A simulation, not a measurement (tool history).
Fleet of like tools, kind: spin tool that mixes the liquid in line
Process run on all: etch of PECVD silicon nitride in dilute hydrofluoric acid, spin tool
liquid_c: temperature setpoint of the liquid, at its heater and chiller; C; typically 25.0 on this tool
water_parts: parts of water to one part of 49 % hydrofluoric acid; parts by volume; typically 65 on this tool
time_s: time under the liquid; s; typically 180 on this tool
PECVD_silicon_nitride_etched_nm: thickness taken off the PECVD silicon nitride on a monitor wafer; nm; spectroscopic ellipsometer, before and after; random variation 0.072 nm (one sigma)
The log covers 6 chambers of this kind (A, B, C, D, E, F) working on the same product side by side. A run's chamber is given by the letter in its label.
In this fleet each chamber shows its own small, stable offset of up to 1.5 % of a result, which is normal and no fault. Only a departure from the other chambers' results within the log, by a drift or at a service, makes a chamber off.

| run | day | liquid_c | water_parts | time_s | hours since the thermometer was replaced | hours since the hydrofluoric acid flow meter was replaced | read-back film thickness of the PECVD silicon nitride reference wafer, read on the same gauge (nm) | PECVD_silicon_nitride_etched_nm |
|---|---|---|---|---|---|---|---|---|
| 1F | 0.483 | 25.0 | 65 | 180 | 1377.8 | 1002.4 | 110.00 | 8.4172 |
| 2A | 0.979 | 25.0 | 65 | 180 | 252.9 | 463.6 | 110.06 | 8.3256 |
| 3D | 1.538 | 25.0 | 65 | 180 | 630.6 | 299.6 | 110.00 | 8.4658 |
| 4B | 2.162 | 25.0 | 65 | 180 | 624.6 | 378.1 | 109.99 | 8.3931 |
|  | 2.571 | chamber F: thermometer replaced |
| 5C | 2.571 | 25.0 | 65 | 180 | 663.2 | 491.8 | 109.99 | 8.5442 |
| 6E | 2.996 | 25.0 | 65 | 180 | 598.1 | 516.1 | 110.02 | 8.2427 |
| 7D | 3.429 | 25.0 | 65 | 180 | 676.0 | 345.0 | 110.04 | 8.2943 |
| 8F | 4.038 | 25.0 | 65 | 180 | 35.3 | 1087.7 | 110.00 | 8.4523 |
| 9B | 4.592 | 25.0 | 65 | 180 | 682.9 | 436.4 | 110.01 | 8.4157 |
| 10C | 4.929 | 25.0 | 65 | 180 | 719.8 | 548.4 | 110.00 | 8.4541 |
| 11E | 5.512 | 25.0 | 65 | 180 | 658.5 | 576.5 | 109.99 | 8.3806 |
| 12A | 5.904 | 25.0 | 65 | 180 | 371.1 | 581.8 | 110.01 | 8.4549 |
| 13A | 6.396 | 25.0 | 65 | 240 | 382.9 | 593.6 | 110.03 | 11.2570 |
| 14B | 7.008 | 25.0 | 65 | 240 | 740.9 | 494.4 | 109.94 | 11.1180 |
| 15D | 7.475 | 25.0 | 65 | 240 | 773.1 | 442.1 | 109.99 | 11.2100 |
| 16F | 7.988 | 25.0 | 65 | 240 | 130.1 | 1182.5 | 110.00 | 11.2800 |
| 17E | 8.333 | 25.0 | 65 | 240 | 726.2 | 644.2 | 110.01 | 11.3020 |
| 18C | 8.958 | 25.0 | 65 | 240 | 816.5 | 645.1 | 109.96 | 10.9410 |
| 19C | 9.246 | 25.0 | 65 | 180 | 823.4 | 652.0 | 109.99 | 8.1875 |
| 20E | 9.729 | 25.0 | 85 | 180 | 759.7 | 677.7 | 109.99 | 6.4308 |
| 21A | 10.138 | 25.0 | 85 | 180 | 472.7 | 683.4 | 109.99 | 6.5107 |
| 22F | 10.683 | 25.0 | 85 | 180 | 194.8 | 1247.2 | 109.99 | 6.3834 |
| 23D | 11.288 | 25.0 | 85 | 180 | 864.6 | 533.6 | 109.99 | 6.5559 |
| 24B | 11.883 | 25.0 | 85 | 180 | 857.9 | 611.4 | 109.99 | 6.3535 |
| 25F | 12.346 | 25.0 | 85 | 180 | 234.7 | 1287.1 | 110.02 | 6.5568 |
| 26C | 12.633 | 25.0 | 65 | 180 | 904.7 | 733.3 | 110.05 | 8.0746 |
| 27B | 13.267 | 25.0 | 65 | 180 | 891.1 | 644.6 | 109.97 | 8.3741 |
| 28D | 13.904 | 25.0 | 65 | 180 | 927.4 | 596.4 | 110.02 | 8.4025 |
| 29E | 14.462 | 25.0 | 95 | 235 | 873.3 | 791.3 | 109.97 | 7.5462 |
| 30A | 15.017 | 25.0 | 95 | 235 | 589.8 | 800.5 | 109.99 | 7.5243 |
|  | 15.283 | chamber A: thermometer replaced |
|  | 15.458 | chamber C: hydrofluoric acid flow meter replaced |
| 31F | 15.604 | 25.0 | 95 | 235 | 312.9 | 1365.3 | 110.04 | 7.6334 |
| 32D | 16.117 | 25.0 | 95 | 235 | 980.5 | 649.5 | 109.98 | 7.5843 |
| 33E | 16.479 | 25.0 | 95 | 235 | 921.7 | 839.7 | 109.98 | 7.6518 |
| 34B | 16.883 | 25.0 | 95 | 235 | 977.9 | 731.4 | 110.00 | 7.4369 |
| 35A | 17.458 | 25.0 | 65 | 180 | 52.2 | 859.1 | 109.99 | 8.4101 |
| 36C | 17.746 | 25.0 | 65 | 180 | 1027.4 | 54.9 | 109.93 | 7.7914 |
| 37A | 18.271 | 25.0 | 65 | 230 | 71.7 | 878.6 | 110.04 | 10.7370 |
| 38E | 18.629 | 25.0 | 65 | 230 | 973.3 | 891.3 | 109.98 | 10.8480 |
| 39F | 18.938 | 25.0 | 65 | 230 | 392.9 | 1445.3 | 110.02 | 11.0110 |
| 40C | 19.375 | 25.0 | 65 | 230 | 1066.5 | 94.0 | 109.98 | 9.8591 |

Which is it: a chamber that has drifted or been left off by a service, a gauge drift common to all chambers, or only each chamber's usual small offset? If a chamber is off, name it and its likeliest cause.

Little by little, chamber C moves away from the other chambers.
Most likely cause: liquid colder than its thermometer reads (K) = 1.29.

Here are 4 candidates for chamber C's next run, each the usual settings with a change, their results left as question marks. Which one brings its results back in line with what the others give on the usual settings?
In line means no further than this from the other chambers' mean on the usual settings: PECVD_silicon_nitride_etched_nm 0.2500 nm
| 41C-1 | 19.833 | 24.5 | 65 | 170 |  |  |  | ? |
| 41C-2 | 19.833 | 25.5 | 65 | 190 |  |  |  | ? |
| 41C-3 | 19.833 | 24.5 | 65 | 155 |  |  |  | ? |
| 41C-4 | 19.833 | 27.5 | 65 | 180 |  |  |  | ? |

On the usual settings, the other chambers give on average: PECVD_silicon_nitride_etched_nm 8.4323 nm
| run | PECVD_silicon_nitride_etched_nm |
|---|---|
| 41C-1 | 7.1438 |
| 41C-2 | 8.5327 |
| 41C-3 | 6.5135 |
| 41C-4 | 9.2124 |
It is 41C-2 that realigns the chamber with its peers.
